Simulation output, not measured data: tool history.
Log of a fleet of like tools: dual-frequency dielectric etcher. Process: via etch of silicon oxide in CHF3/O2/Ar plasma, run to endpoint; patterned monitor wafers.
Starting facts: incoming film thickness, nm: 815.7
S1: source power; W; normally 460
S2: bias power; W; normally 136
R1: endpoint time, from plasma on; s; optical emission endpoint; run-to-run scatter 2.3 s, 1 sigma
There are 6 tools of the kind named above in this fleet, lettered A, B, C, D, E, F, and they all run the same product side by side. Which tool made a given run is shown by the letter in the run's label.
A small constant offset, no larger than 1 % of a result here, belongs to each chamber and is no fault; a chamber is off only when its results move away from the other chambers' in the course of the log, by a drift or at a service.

| run | hour | S1 | S2 | R1 |
|---|---|---|---|---|
| 1A | 11.4 | 460 | 136 | 499.61 |
| 2D | 26.2 | 460 | 136 | 498.09 |
| 3C | 34.3 | 460 | 136 | 501.89 |
| 4E | 43.8 | 460 | 136 | 499.20 |
| 5F | 51.0 | 460 | 136 | 502.85 |
|  | 57.0 | chamber A: source power generator calibrated |
| 6B | 65.1 | 460 | 136 | 503.04 |
|  | 75.3 | chamber C: wet clean of the chamber |
| 7F | 76.6 | 460 | 136 | 506.04 |
|  | 84.4 | chamber D: bias power generator calibrated |
| 8D | 88.6 | 460 | 136 | 493.85 |
| 9C | 102.5 | 460 | 136 | 500.97 |
| 10B | 113.8 | 460 | 136 | 502.26 |
| 11E | 121.7 | 460 | 136 | 496.13 |
| 12A | 137.4 | 460 | 136 | 502.07 |
| 13B | 149.4 | 530 | 161 | 450.72 |
| 14E | 162.6 | 530 | 161 | 448.32 |
|  | 168.4 | chamber F: bias power generator calibrated |
| 15A | 178.4 | 530 | 161 | 450.17 |
|  | 185.9 | chamber E: wet clean of the chamber |
| 16F | 188.8 | 530 | 161 | 457.12 |
| 17D | 203.2 | 530 | 161 | 445.24 |
| 18C | 217.3 | 530 | 161 | 452.44 |
| 19C | 228.7 | 460 | 136 | 505.11 |
| 20D | 243.0 | 460 | 136 | 496.06 |
| 21F | 253.0 | 460 | 136 | 505.59 |
|  | 264.1 | chamber B: wet clean of the chamber |
| 22E | 267.0 | 460 | 136 | 499.00 |
| 23A | 279.3 | 360 | 136 | 546.63 |
| 24B | 290.4 | 360 | 136 | 551.45 |
| 25C | 299.5 | 360 | 136 | 552.18 |
| 26A | 306.8 | 360 | 136 | 550.16 |
| 27E | 319.6 | 360 | 136 | 549.99 |
|  | 328.8 | chamber A: wet clean of the chamber |
| 28D | 329.7 | 360 | 136 | 545.58 |
| 29F | 337.6 | 460 | 136 | 502.17 |
|  | 343.0 | chamber E: bias power generator calibrated |
| 30B | 353.4 | 460 | 136 | 500.67 |
| 31B | 365.8 | 350 | 167 | 517.47 |
| 32C | 379.4 | 350 | 167 | 524.00 |
| 33A | 394.5 | 350 | 167 | 517.02 |
| 34F | 403.5 | 350 | 167 | 523.51 |
| 35E | 419.4 | 350 | 167 | 518.32 |
| 36D | 429.2 | 350 | 167 | 516.84 |
| 37A | 443.3 | 460 | 136 | 501.34 |
| 38D | 455.5 | 460 | 136 | 501.27 |

Predict what each chamber gives when all 6 of them run the settings below next.
| 39A | 467.2 | 460 | 136 | ? |
| 39B | 467.2 | 460 | 136 | ? |
| 39C | 467.2 | 460 | 136 | ? |
| 39D | 467.2 | 460 | 136 | ? |
| 39E | 467.2 | 460 | 136 | ? |
| 39F | 467.2 | 460 | 136 | ? |

| run | R1 |
|---|---|
| 39A | 498.05 |
| 39B | 499.53 |
| 39C | 501.54 |
| 39D | 492.99 |
| 39E | 501.23 |
| 39F | 505.16 |

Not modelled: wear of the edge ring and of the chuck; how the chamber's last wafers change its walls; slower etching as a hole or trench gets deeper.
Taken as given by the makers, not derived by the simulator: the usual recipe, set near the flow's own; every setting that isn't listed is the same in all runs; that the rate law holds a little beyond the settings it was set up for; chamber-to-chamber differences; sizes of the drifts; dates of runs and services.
